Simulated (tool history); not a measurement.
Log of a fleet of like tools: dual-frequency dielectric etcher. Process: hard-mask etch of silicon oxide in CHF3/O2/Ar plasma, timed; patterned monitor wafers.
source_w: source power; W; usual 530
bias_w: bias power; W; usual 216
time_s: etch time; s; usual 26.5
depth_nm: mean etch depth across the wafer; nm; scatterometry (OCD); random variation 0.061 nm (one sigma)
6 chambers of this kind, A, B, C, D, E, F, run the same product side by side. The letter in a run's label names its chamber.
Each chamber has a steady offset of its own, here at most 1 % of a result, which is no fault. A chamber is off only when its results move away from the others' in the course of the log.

run   hour  source_w  bias_w  time_s  read-back reference wafer on the same gauge, depth_nm  depth_nm
 1C    4.9       530     216    26.5                                                 53.206    53.518
 2F   12.5       530     216    26.5                                                 53.223    53.772
 3E   17.4       530     216    26.5                                                 53.228    52.884
 4D   21.2       530     216    26.5                                                 53.232    53.454
 5B   25.6       530     261    30.5                                                 53.222    65.741
 6A   29.7       530     261    30.5                                                 53.239    65.256
 7F     36       530     261    30.5                                                 53.244    66.025
 8E     40       530     261    30.5                                                  53.24    65.135
 9D   43.5       530     261    30.5                                                 53.261    65.834
10B   48.8       530     261    30.5                                                 53.272    65.909
11A   53.2       530     216    26.5                                                 53.261    52.945
12C   56.6       530     216    26.5                                                 53.292    53.547
13D   61.9       530     216    26.5                                                 53.294    53.592
14C   66.6       480     216    30.5                                                 53.277     59.35
15B   72.8       480     216    30.5                                                 53.282    59.432
16A   76.3       480     216    30.5                                                 53.299    58.814
17F   83.4       480     216    30.5                                                 53.289    59.589
18E   90.9       480     216    30.5                                                 53.307    58.863
19F   98.2       480     216    30.5                                                 53.316    59.705
20A  102.9       530     216    26.5                                                 53.336    53.092
21D  109.5       530     216    26.5                                                 53.347    53.676
22E    113       530     216    26.5                                                 53.325    53.025
23C  117.3       530     216    26.5                                                 53.351    53.634
24B  123.4       530     216    26.5                                                 53.349    53.661
25B  130.5       530     216    26.5                                                  53.37    53.538
26A  137.8       530     216    26.5                                                 53.366    53.083
27D  143.7       530     216    26.5                                                 53.392     53.63
28C  150.6       530     216    26.5                                                 53.373    53.661
29F  155.6       530     216    26.5                                                 53.385    53.812
30E  162.1       530     216    26.5                                                 53.408    53.152
31A  165.9       530     216    26.5                                                   53.4    53.245
     169.3  -- chamber B: wet clean of the chamber
32E  170.8       530     216    26.5                                                 53.403    53.183
33B  177.9       530     216    26.5                                                 53.423     53.62
34C  183.3       530     216    26.5                                                 53.415    53.689
35F  189.9       530     216    26.5                                                 53.412    53.946
36D  196.8       530     169      20                                                 53.433     37.27

What goes on in this fleet: one chamber off, a drifting gauge, or nothing beyond the chambers' own small offsets? Name the chamber and the cause, if any.

The gauge drifts, so all chambers seem to drift together. No chamber is off.
Cause: gauge reads high (%) = 0.47.

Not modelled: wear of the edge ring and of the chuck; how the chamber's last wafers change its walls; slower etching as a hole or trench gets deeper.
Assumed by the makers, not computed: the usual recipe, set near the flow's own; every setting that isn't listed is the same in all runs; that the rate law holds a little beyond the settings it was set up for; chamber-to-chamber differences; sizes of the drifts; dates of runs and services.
